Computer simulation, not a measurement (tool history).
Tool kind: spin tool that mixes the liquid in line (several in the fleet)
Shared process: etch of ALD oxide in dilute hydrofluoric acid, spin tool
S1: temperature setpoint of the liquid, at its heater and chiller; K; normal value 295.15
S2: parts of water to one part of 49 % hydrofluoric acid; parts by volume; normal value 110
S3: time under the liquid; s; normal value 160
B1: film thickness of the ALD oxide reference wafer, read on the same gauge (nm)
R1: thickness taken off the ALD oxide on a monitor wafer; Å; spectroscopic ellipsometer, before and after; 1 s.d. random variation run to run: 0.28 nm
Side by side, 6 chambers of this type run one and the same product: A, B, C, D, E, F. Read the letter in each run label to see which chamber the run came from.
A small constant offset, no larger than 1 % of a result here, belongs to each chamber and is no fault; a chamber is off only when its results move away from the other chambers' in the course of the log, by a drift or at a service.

run   hour      S1   S2   S3      B1      R1
 1C    3.1  295.15  110  160  70.009  411.95
 2B    6.6  295.15  110  160  69.978  415.55
 3E   10.9  295.15  110  160  70.006  416.31
 4F   16.0  295.15  110  160  70.003  409.38
 5D   19.4  291.15  110  190  70.039  419.00
 6A   24.0  291.15  110  190  69.984  421.52
 7C   28.4  291.15  110  190  69.992  421.90
 8A   33.9  291.15  110  190  69.974  422.98
 9B   38.2  291.15  110  190  69.991  415.02
10F   43.3  291.15  110  190  70.004  420.99
11E   47.1  295.15  110  160  69.996  411.37
12D   49.9  295.15  110  160  70.004  416.23
13D   53.0  293.15  155  160  69.996  259.55
14E   57.9  293.15  155  160  70.055  258.86
15B   63.1  293.15  155  160  69.978  258.77
16A   66.1  293.15  155  160  69.985  262.15
17F   69.7  293.15  155  160  69.969  262.67
18C   73.1  293.15  155  160  70.018  259.35
19C   77.4  295.15  110  160  69.962  415.64
20F   80.2  295.15   80  245  70.032  923.38
21A   85.4  295.15   80  245  69.979  914.06
22D   89.5  295.15   80  245  70.022  896.53
23E   93.4  295.15   80  245  69.978  907.67
24B   99.4  295.15   80  245  70.015  898.75
25F  102.9  295.15   80  245  69.987  928.34
26B  108.5  295.15  110  160  70.024  409.79
27D  112.9  295.15  110  160  70.043  412.69
28C  115.7  295.15  110  160  69.982  416.80
     117.5  -- chamber D: thermometer replaced
29E  119.9  295.15  110  160  70.004  413.45
30A  125.5  295.15  110  160  69.982  416.68
31B  129.7  295.15  110  160  69.998  414.57
32E  135.4  295.15  110  160  70.019  413.49
33C  140.5  295.15  110  160  70.015  416.98
34A  143.8  295.15  110  160  69.984  415.57
35F  148.4  295.15  110  160  70.042  443.59
36D  151.1  295.15  110  160  69.966  413.56

All 6 chambers run these settings next. Forecast each chamber's results:
37A  155.4  295.15  155  160       ?
37B  155.4  295.15  155  160       ?
37C  155.4  295.15  155  160       ?
37D  155.4  295.15  155  160       ?
37E  155.4  295.15  155  160       ?
37F  155.4  295.15  155  160       ?

run      R1
37A  282.16
37B  278.65
37C  279.98
37D  276.70
37E  274.88
37F  298.91
